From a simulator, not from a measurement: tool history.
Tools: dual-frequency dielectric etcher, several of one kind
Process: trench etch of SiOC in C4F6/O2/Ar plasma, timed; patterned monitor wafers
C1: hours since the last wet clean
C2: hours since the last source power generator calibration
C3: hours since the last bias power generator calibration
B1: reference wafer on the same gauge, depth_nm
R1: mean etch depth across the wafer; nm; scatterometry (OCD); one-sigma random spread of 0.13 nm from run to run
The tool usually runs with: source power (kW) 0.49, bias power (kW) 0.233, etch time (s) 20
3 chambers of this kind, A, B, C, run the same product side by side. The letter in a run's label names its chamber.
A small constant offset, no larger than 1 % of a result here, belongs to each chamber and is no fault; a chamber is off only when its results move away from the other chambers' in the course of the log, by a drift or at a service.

run 1C day=0.2 | source_power_(kW)=0.49 bias_power_(kW)=0.233 etch_time_(s)=20 | C1=239 C2=3269 C3=130.4 | B1=54.272 | R1=49.081
run 2A day=0.408 | source_power_(kW)=0.49 bias_power_(kW)=0.233 etch_time_(s)=20 | C1=10.7 C2=865.3 C3=1876.7 | B1=54.316 | R1=48.413
run 3B day=0.579 | source_power_(kW)=0.49 bias_power_(kW)=0.233 etch_time_(s)=20 | C1=250.6 C2=4962.8 C3=593.6 | B1=54.292 | R1=48.5
run 4C day=0.788 | source_power_(kW)=0.49 bias_power_(kW)=0.233 etch_time_(s)=20 | C1=253.1 C2=3283.1 C3=144.5 | B1=54.32 | R1=48.968
run 5B day=1.1 | source_power_(kW)=0.49 bias_power_(kW)=0.233 etch_time_(s)=20 | C1=263.1 C2=4975.3 C3=606.1 | B1=54.293 | R1=48.582
run 6A day=1.35 | source_power_(kW)=0.38 bias_power_(kW)=0.216 etch_time_(s)=20 | C1=33.3 C2=887.9 C3=1899.3 | B1=54.316 | R1=42.987
run 7A day=1.588 | source_power_(kW)=0.38 bias_power_(kW)=0.216 etch_time_(s)=20 | C1=39 C2=893.6 C3=1905 | B1=54.276 | R1=42.988
run 8B day=1.746 | source_power_(kW)=0.38 bias_power_(kW)=0.216 etch_time_(s)=20 | C1=278.6 C2=4990.8 C3=621.6 | B1=54.302 | R1=42.792
run 9C day=2.021 | source_power_(kW)=0.49 bias_power_(kW)=0.233 etch_time_(s)=20 | C1=282.7 C2=3312.7 C3=174.1 | B1=54.279 | R1=48.756
run 10B day=2.375 | source_power_(kW)=0.49 bias_power_(kW)=0.233 etch_time_(s)=20 | C1=293.7 C2=5005.9 C3=636.7 | B1=54.301 | R1=48.458
run 11A day=2.625 | source_power_(kW)=0.49 bias_power_(kW)=0.233 etch_time_(s)=20 | C1=63.9 C2=918.5 C3=1929.9 | B1=54.301 | R1=48.771
run 12C day=2.796 | source_power_(kW)=0.49 bias_power_(kW)=0.233 etch_time_(s)=20 | C1=301.3 C2=3331.3 C3=192.7 | B1=54.295 | R1=48.97
run 13B day=3.067 | source_power_(kW)=0.49 bias_power_(kW)=0.233 etch_time_(s)=20 | C1=310.3 C2=5022.5 C3=653.3 | B1=54.309 | R1=48.305
run 14A day=3.342 | source_power_(kW)=0.49 bias_power_(kW)=0.233 etch_time_(s)=20 | C1=81.1 C2=935.7 C3=1947.1 | B1=54.292 | R1=48.622
run 15C day=3.567 | source_power_(kW)=0.49 bias_power_(kW)=0.233 etch_time_(s)=20 | C1=319.8 C2=3349.8 C3=211.2 | B1=54.258 | R1=49.124
run 16C day=3.792 | source_power_(kW)=0.49 bias_power_(kW)=0.233 etch_time_(s)=20 | C1=325.2 C2=3355.2 C3=216.6 | B1=54.296 | R1=49.108
run 17B day=3.971 | source_power_(kW)=0.49 bias_power_(kW)=0.233 etch_time_(s)=20 | C1=332 C2=5044.2 C3=675 | B1=54.286 | R1=48.229
run 18A day=4.233 | source_power_(kW)=0.49 bias_power_(kW)=0.233 etch_time_(s)=20 | C1=102.5 C2=957.1 C3=1968.5 | B1=54.293 | R1=48.611
run 19C day=4.542 | source_power_(kW)=0.49 bias_power_(kW)=0.233 etch_time_(s)=20 | C1=343.2 C2=3373.2 C3=234.6 | B1=54.313 | R1=49.09
run 20B day=4.767 | source_power_(kW)=0.49 bias_power_(kW)=0.233 etch_time_(s)=20 | C1=351.1 C2=5063.3 C3=694.1 | B1=54.355 | R1=48.556
run 21A day=5.112 | source_power_(kW)=0.49 bias_power_(kW)=0.233 etch_time_(s)=20 | C1=123.6 C2=978.2 C3=1989.6 | B1=54.292 | R1=48.446

Is one chamber out of step, is the gauge drifting, or do the chambers differ by no more than their own small offsets? For an off chamber, give its letter and the likeliest cause.

Nothing is wrong: each chamber keeps only its own small, steady offset and the gauge holds still.

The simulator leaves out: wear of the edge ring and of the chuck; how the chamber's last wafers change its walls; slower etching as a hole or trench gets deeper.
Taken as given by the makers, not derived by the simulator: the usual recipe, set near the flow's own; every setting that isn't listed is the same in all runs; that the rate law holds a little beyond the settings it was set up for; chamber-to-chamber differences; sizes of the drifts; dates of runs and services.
